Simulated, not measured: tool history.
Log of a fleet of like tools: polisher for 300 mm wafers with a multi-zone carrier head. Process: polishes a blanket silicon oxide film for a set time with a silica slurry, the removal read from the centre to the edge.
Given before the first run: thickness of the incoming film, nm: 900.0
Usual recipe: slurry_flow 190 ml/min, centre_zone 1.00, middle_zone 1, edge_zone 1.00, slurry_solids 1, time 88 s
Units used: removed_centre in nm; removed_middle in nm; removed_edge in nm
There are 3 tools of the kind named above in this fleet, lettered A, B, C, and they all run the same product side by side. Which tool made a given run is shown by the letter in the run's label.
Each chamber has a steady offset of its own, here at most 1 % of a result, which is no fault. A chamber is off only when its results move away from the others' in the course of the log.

At day 0.171: chamber C: slurry nozzle cleaned.
Run 1B, day 0.542: usual settings. Result: removed_centre 200.80 nm, removed_middle 200.31 nm, removed_edge 199.14 nm.
At day 0.846: chamber A: worn pad replaced by a new one.
Run 2C, day 0.854: usual settings. Result: removed_centre 201.25 nm, removed_middle 195.74 nm, removed_edge 202.63 nm.
Run 3A, day 1.250: usual settings. Result: removed_centre 203.12 nm, removed_middle 201.41 nm, removed_edge 199.35 nm.
At day 1.612: chamber B: worn pad replaced by a new one.
Run 4C, day 1.862: usual settings. Result: removed_centre 202.88 nm, removed_middle 197.05 nm, removed_edge 201.96 nm.
At day 1.992: chamber C: worn pad replaced by a new one.
Run 5B, day 2.200: usual settings. Result: removed_centre 201.10 nm, removed_middle 198.87 nm, removed_edge 195.71 nm.
At day 2.562: chamber B: slurry nozzle cleaned.
Run 6A, day 2.633: usual settings. Result: removed_centre 205.02 nm, removed_middle 203.23 nm, removed_edge 199.05 nm.
Run 7C, day 3.200: usual settings. Result: removed_centre 204.46 nm, removed_middle 197.90 nm, removed_edge 206.23 nm.
Run 8B, day 3.475: usual settings. Result: removed_centre 202.67 nm, removed_middle 203.73 nm, removed_edge 200.21 nm.
At day 3.575: chamber C: centre zone pressure recalibrated.
Run 9A, day 4.012: usual settings. Result: removed_centre 200.54 nm, removed_middle 199.21 nm, removed_edge 201.65 nm.
Run 10B, day 4.492: usual settings. Result: removed_centre 203.11 nm, removed_middle 198.07 nm, removed_edge 198.09 nm.
At day 4.579: chamber A: worn pad replaced by a new one.
Run 11A, day 4.992: usual settings. Result: removed_centre 203.53 nm, removed_middle 204.50 nm, removed_edge 198.54 nm.
At day 5.212: chamber B: worn pad replaced by a new one.
At day 5.396: chamber C: worn pad replaced by a new one.
Run 12C, day 5.558: usual settings. Result: removed_centre 203.14 nm, removed_middle 203.34 nm, removed_edge 202.41 nm.
Run 13B, day 6.125: usual settings. Result: removed_centre 199.68 nm, removed_middle 198.94 nm, removed_edge 200.18 nm.
Run 14C, day 6.517: usual settings. Result: removed_centre 201.66 nm, removed_middle 204.01 nm, removed_edge 201.79 nm.
Run 15A, day 6.971: usual settings. Result: removed_centre 205.68 nm, removed_middle 206.20 nm, removed_edge 198.12 nm.
Run 16C, day 7.525: usual settings. Result: removed_centre 199.52 nm, removed_middle 197.71 nm, removed_edge 200.39 nm.
At day 7.650: chamber A: worn pad replaced by a new one.
Run 17B, day 7.804: usual settings. Result: removed_centre 204.12 nm, removed_middle 202.07 nm, removed_edge 196.64 nm.
At day 8.054: chamber B: edge zone pressure recalibrated.
Run 18A, day 8.404: usual settings. Result: removed_centre 204.58 nm, removed_middle 197.85 nm, removed_edge 200.14 nm.
At day 8.562: chamber C: worn pad replaced by a new one.
Run 19C, day 8.883: usual settings. Result: removed_centre 202.12 nm, removed_middle 202.63 nm, removed_edge 201.84 nm.
At day 9.012: chamber B: worn pad replaced by a new one.
At day 9.229: chamber B: centre zone pressure recalibrated.
Run 20B, day 9.304: usual settings. Result: removed_centre 184.60 nm, removed_middle 204.13 nm, removed_edge 200.87 nm.
Run 21A, day 9.858: usual settings but centre_zone 1.07, time 64 s. Result: removed_centre 157.15 nm, removed_middle 145.97 nm, removed_edge 145.07 nm.
Run 22A, day 10.233: usual settings but centre_zone 1.07, time 64 s. Result: removed_centre 158.42 nm, removed_middle 145.17 nm, removed_edge 146.19 nm.
Run 23B, day 10.850: usual settings but centre_zone 1.07, time 64 s. Result: removed_centre 144.69 nm, removed_middle 147.52 nm, removed_edge 145.79 nm.
At day 11.138: chamber A: worn pad replaced by a new one.
Run 24C, day 11.308: usual settings but centre_zone 0.94. Result: removed_centre 190.04 nm, removed_middle 200.36 nm, removed_edge 197.93 nm.
At day 11.462: chamber C: worn pad replaced by a new one.
At day 11.692: chamber C: edge zone pressure recalibrated.
Run 25A, day 11.812: usual settings but centre_zone 0.94. Result: removed_centre 190.51 nm, removed_middle 201.44 nm, removed_edge 198.88 nm.
Run 26B, day 12.121: usual settings but centre_zone 0.94. Result: removed_centre 170.89 nm, removed_middle 198.35 nm, removed_edge 196.89 nm.
At day 12.362: chamber B: slurry nozzle cleaned.
Run 27C, day 12.417: usual settings. Result: removed_centre 200.41 nm, removed_middle 196.93 nm, removed_edge 198.43 nm.
Run 28C, day 12.971: usual settings. Result: removed_centre 200.79 nm, removed_middle 197.61 nm, removed_edge 202.95 nm.
At day 13.033: chamber B: worn pad replaced by a new one.
Run 29A, day 13.275: usual settings. Result: removed_centre 205.55 nm, removed_middle 201.97 nm, removed_edge 203.13 nm.
Run 30B, day 13.700: usual settings. Result: removed_centre 183.17 nm, removed_middle 204.36 nm, removed_edge 197.56 nm.
Run 31B, day 14.067: usual settings but edge_zone 1.09. Result: removed_centre 186.98 nm, removed_middle 202.97 nm, removed_edge 207.06 nm.
At day 14.438: chamber A: worn pad replaced by a new one.
Run 32C, day 14.658: usual settings but edge_zone 1.09. Result: removed_centre 198.35 nm, removed_middle 197.08 nm, removed_edge 212.41 nm.
At day 14.671: chamber C: worn pad replaced by a new one.
Run 33A, day 15.046: usual settings but edge_zone 1.09. Result: removed_centre 205.70 nm, removed_middle 201.12 nm, removed_edge 211.44 nm.
Run 34C, day 15.412: usual settings. Result: removed_centre 200.43 nm, removed_middle 203.53 nm, removed_edge 201.30 nm.
Run 35B, day 15.758: usual settings. Result: removed_centre 182.50 nm, removed_middle 202.98 nm, removed_edge 196.97 nm.
At day 16.121: chamber A: slurry nozzle cleaned.
Run 36A, day 16.267: usual settings. Result: removed_centre 203.99 nm, removed_middle 199.73 nm, removed_edge 201.28 nm.

Has any chamber moved away from the others, gradually or after a service, or does the common gauge drift, or do the chambers differ only by their own small steady offsets? State the chamber and the most likely cause if one applies.

Chamber B came out of a service off from its peers and stayed that way.
Likeliest cause: centre zone's pressure below its setpoint, % = 7.78.

Below are 4 candidate recipes for chamber B's next run, each the usual settings with a change, their results shown as question marks. Which of them brings B's results back in line with what the other chambers give on the usual settings?
A result is in line if it is within this distance of the other chambers' mean on the usual settings: removed_centre 5.40 nm; removed_middle 10.00 nm; removed_edge 6.30 nm
Run 37B-1, day 16.712: usual settings but centre_zone 1.04, middle_zone 0.99, edge_zone 0.99, time 89 s. Result: removed_centre ?, removed_middle ?, removed_edge ?.
Run 37B-2, day 16.712: usual settings but slurry_flow 195 ml/min, centre_zone 1.07, middle_zone 0.98, edge_zone 0.98, time 89 s. Result: removed_centre ?, removed_middle ?, removed_edge ?.
Run 37B-3, day 16.712: usual settings but slurry_flow 185 ml/min, centre_zone 0.93, middle_zone 1.02, edge_zone 1.02, time 87 s. Result: removed_centre ?, removed_middle ?, removed_edge ?.
Run 37B-4, day 16.712: usual settings but centre_zone 0.97, middle_zone 1.01, edge_zone 1.01, time 87 s. Result: removed_centre ?, removed_middle ?, removed_edge ?.

Usual-settings mean across the other chambers: removed_centre 202.38 nm; removed_middle 200.75 nm; removed_edge 200.81 nm
  run  removed_centre  removed_middle  removed_edge
37B-1          195.41          201.56        200.79
37B-2          202.50          200.45        200.33
37B-3          168.01          201.78        198.74
37B-4          176.88          200.76        198.33
37B-2 brings the chamber back in line.
